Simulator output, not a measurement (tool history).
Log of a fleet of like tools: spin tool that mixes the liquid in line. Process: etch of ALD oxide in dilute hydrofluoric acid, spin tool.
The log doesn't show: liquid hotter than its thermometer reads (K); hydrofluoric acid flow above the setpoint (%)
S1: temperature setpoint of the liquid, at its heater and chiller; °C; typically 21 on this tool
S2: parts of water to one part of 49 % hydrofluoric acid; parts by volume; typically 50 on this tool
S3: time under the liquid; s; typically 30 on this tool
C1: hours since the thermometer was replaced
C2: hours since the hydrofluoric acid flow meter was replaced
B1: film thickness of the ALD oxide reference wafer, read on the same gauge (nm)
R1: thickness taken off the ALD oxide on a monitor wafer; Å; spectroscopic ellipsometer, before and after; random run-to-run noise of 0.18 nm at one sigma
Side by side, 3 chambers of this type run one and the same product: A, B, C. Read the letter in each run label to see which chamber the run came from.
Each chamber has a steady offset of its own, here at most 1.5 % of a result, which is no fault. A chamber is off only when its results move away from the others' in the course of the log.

run,hour,S1,S2,S3,C1,C2,B1,R1
1A,6.3,21,50,30,1513.1,1091.3,70.019,184.99
2B,12.4,21,50,30,254.5,908,69.984,184.87
3C,17.9,21,50,30,430.1,139,70.017,184.22
4B,21,21,50,30,263.1,916.6,70.001,182.67
5C,26.2,21,50,30,438.4,147.3,70.029,184.72
6A,32.7,21,50,30,1539.5,1117.7,69.97,185.99
7C,35.6,21,50,30,447.8,156.7,70.025,184.37
8A,41,21,50,30,1547.8,1126,69.992,183.59
9B,45.4,21,50,30,287.5,941,69.996,184.47
10C,50.7,21,50,40,462.9,171.8,69.985,247.19
11B,54.6,21,50,40,296.7,950.2,69.98,247.85
12A,58.5,21,50,40,1565.3,1143.5,69.992,245.06
13B,63.6,21,50,30,305.7,959.2,69.993,182.58
14A,66.9,21,50,30,1573.7,1151.9,69.999,181.36
15C,71.6,21,50,30,483.8,192.7,70.03,188.56
16C,76.1,21,50,30,488.3,197.2,70.012,193.63
17B,79,21,50,30,321.1,974.6,70.001,182.63
18A,85,21,50,30,1591.8,1170,70.004,184.2
19C,91.6,17,50,20,503.8,212.7,70.01,110.7
20B,95,17,50,20,337.1,990.6,69.986,104.44
21A,98.8,17,50,20,1605.6,1183.8,69.983,103.38
22C,102.5,21,30,15,514.7,223.6,70.013,167.41
23B,107.9,21,30,15,350,1003.5,70.019,159.1
24A,111.4,21,30,15,1618.2,1196.4,69.978,155.07
25B,115.7,21,50,30,357.8,1011.3,69.997,183.73
26C,120.2,21,50,30,532.4,241.3,70.022,200.45
27A,123.9,18.5,50,45,1630.7,1208.9,70.026,247.48
28A,130.3,18.5,50,45,1637.1,1215.3,69.986,245.17

The same settings go to every chamber for the next run, one line per chamber below. Forecast the results for each:
29A,135.1,21,50,40,,,,?
29B,135.1,21,50,40,,,,?
29C,135.1,21,50,40,,,,?

run,R1
29A,240.26
29B,246.48
29C,266.65

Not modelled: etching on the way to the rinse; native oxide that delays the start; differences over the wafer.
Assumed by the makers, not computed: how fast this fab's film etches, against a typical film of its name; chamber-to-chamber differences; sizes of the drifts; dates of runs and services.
